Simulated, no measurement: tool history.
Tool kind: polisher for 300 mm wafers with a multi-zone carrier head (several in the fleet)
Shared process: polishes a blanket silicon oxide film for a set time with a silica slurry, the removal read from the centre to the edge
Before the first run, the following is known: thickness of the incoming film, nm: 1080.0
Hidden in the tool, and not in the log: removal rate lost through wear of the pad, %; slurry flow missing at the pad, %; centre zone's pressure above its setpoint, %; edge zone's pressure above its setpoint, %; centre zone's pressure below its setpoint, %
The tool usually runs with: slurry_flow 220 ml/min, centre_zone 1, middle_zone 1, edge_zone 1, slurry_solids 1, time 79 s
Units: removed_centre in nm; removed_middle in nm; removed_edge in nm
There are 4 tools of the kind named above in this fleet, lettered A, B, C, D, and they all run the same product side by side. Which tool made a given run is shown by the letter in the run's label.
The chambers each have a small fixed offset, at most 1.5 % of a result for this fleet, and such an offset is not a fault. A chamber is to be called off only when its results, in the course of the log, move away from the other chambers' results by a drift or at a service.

run	hour	slurry_flow	centre_zone	middle_zone	edge_zone	slurry_solids	time	wafers polished on this pad	hours since the slurry nozzle was cleaned	hours since the centre zone pressure was calibrated	hours since the edge zone pressure was calibrated	removed_centre	removed_middle	removed_edge
# hour 4.9: chamber D: worn pad replaced by a new one
1A	11.6	220	1	1	1	1	79	449	28.8	717.3	526.2	300.3	308.65	317.01
2C	21.5	220	1	1	1	1	79	518	93.5	544.5	108.1	302.67	310.99	311.22
3D	31.6	220	1	1	1	1	79	259	75.4	161.3	641.7	302.61	304.68	312.67
# hour 39.9: chamber B: worn pad replaced by a new one
4B	40.6	220	1	1	1	1	79	7	66.3	506	912	305.17	315.07	309.85
# hour 40.7: chamber A: worn pad replaced by a new one
# hour 53: chamber C: centre zone pressure recalibrated
5B	53.2	220	1	1	1	1	79	129	78.9	518.6	924.6	307.19	306.88	306
6C	60.7	220	1	1	1	1	79	897	132.7	7.8	147.3	310.21	311.64	306.01
7A	71.8	220	1	1	1.06	1.25	79	300	89	777.5	586.4	343.26	339.62	351.88
8D	81.4	220	1	1	1.06	1.25	79	740	125.2	211.1	691.5	334.18	337.08	354.95
9D	93.9	220	1	1	1.06	1.25	79	861	137.7	223.6	704	333.21	336.41	343.49
# hour 97.5: chamber D: worn pad replaced by a new one
10B	106.5	220	1	1	1.06	1.25	79	644	132.2	571.9	977.9	343.46	343.13	352.22
11C	114.5	220	1	1	1	1	79	1417	186.5	61.6	201.1	310.83	316.22	310.8
# hour 115.4: chamber C: worn pad replaced by a new one
12A	125.2	220	1	1	1	1	79	817	142.4	830.9	639.8	306.76	307.68	311.19
# hour 129.4: chamber A: edge zone pressure recalibrated
# hour 134.4: chamber A: worn pad replaced by a new one
13D	134.5	220	1	1	1	1	79	358	178.3	264.2	744.6	312.18	305.67	304.42
# hour 138.1: chamber C: slurry nozzle cleaned
14A	141.3	220	1	1	1	1	79	67	158.5	847	12	310.46	310.92	306.61
15C	147.9	220	1	1	1	1	79	314	9.9	95	234.5	310.17	310.42	306.21
16B	159.2	220	1	1	1	1	79	1154	184.9	624.6	1030.6	308.75	305.3	311.26
# hour 161.2: chamber B: worn pad replaced by a new one
17C	168.8	220	1	1	1	1	79	516	30.8	115.9	255.4	311.93	310.3	308.03
18D	175.6	220	1	1	1	1	79	755	219.4	305.3	785.7	309	305.34	303.99
19B	188.5	220	1	1	1	1	79	264	214.2	653.9	1059.9	308.37	311.29	312.21
# hour 191.9: chamber D: worn pad replaced by a new one
20A	198.7	220	1	1	1	1	79	622	215.9	904.4	69.4	310.37	306.81	311.34
# hour 208.3: chamber A: slurry nozzle cleaned
21A	210.1	220	1	1	1	1	79	732	1.9	915.8	80.8	309.59	308.91	308.8
22D	221.7	220	1	1	1	1	79	288	265.5	351.4	831.8	310.77	308.53	310
# hour 225.5: chamber B: centre zone pressure recalibrated
23C	229	220	1	1	1	1	79	1098	91	176.1	315.6	305.89	304.52	304.64
# hour 235.8: chamber A: worn pad replaced by a new one
24B	236.6	220	1	1.06	1	1	79	729	262.3	11.1	1108	273.8	327.28	309.66
# hour 240.8: chamber D: slurry nozzle cleaned
25B	246	220	1	1.06	1	1	79	820	271.7	20.5	1117.4	280.93	336.01	310.99
26D	258.9	220	1	1.06	1	1	79	648	18.1	388.6	869	310.38	321.89	301.74
# hour 262.2: chamber B: worn pad replaced by a new one
# hour 263.2: chamber C: worn pad replaced by a new one
27A	269.3	220	1	1.06	1	1	79	324	61.1	975	140	314.82	326.29	309.65
28C	279.4	220	1	1	1	1	79	157	141.4	226.5	366	314.46	313.17	309.06
29C	290.2	220	1	1	1	1	79	261	152.2	237.3	376.8	309.88	308.89	306.74
30A	301.8	220	1	1	1	1	79	638	93.6	1007.5	172.5	309.22	305.2	312.44
# hour 307.9: chamber D: worn pad replaced by a new one
31B	309.9	220	1	1	1	1	79	461	335.6	84.4	1181.3	277.21	307.93	310.5
32D	316.1	220	1	1	1	1	79	79	75.3	445.8	926.2	308.5	308.42	313.75
# hour 317.5: chamber A: worn pad replaced by a new one
33C	322.4	220	1	1	1	1	52	572	184.4	269.5	409	201.61	200.58	202.33
34D	334.5	220	1	1	1	1	52	257	93.7	464.2	944.6	202.66	205.72	199.59
35A	347.1	220	1	1	1	1	52	286	138.9	1052.8	217.8	197.81	199.94	198.51
36B	353.6	220	1	1	1	1	52	884	379.3	128.1	1225	182.3	203.98	201.52
# hour 356.3: chamber C: slurry nozzle cleaned
# hour 364.9: chamber A: centre zone pressure recalibrated
37B	365.8	220	1	1	1	1	79	1002	391.5	140.3	1237.2	274.12	311.69	311.26
38A	378.1	220	1	1	1	1	79	586	169.9	13.2	248.8	303.92	312.1	306.53
39C	388	220	1	1	1	1	79	1207	31.8	335.1	474.6	318.92	309.87	308.8

Predict what each chamber gives when all 4 of them run the settings below next.
40A	397.4	220	1	1	1	1	79					?	?	?
40B	397.4	220	1	1	1	1	79					?	?	?
40C	397.4	220	1	1	1	1	79					?	?	?
40D	397.4	220	1	1	1	1	79					?	?	?

run	removed_centre	removed_middle	removed_edge
40A	309.47	307.71	316.92
40B	274.71	308.38	309.25
40C	312.81	307.02	303.46
40D	302.29	301.66	313.15

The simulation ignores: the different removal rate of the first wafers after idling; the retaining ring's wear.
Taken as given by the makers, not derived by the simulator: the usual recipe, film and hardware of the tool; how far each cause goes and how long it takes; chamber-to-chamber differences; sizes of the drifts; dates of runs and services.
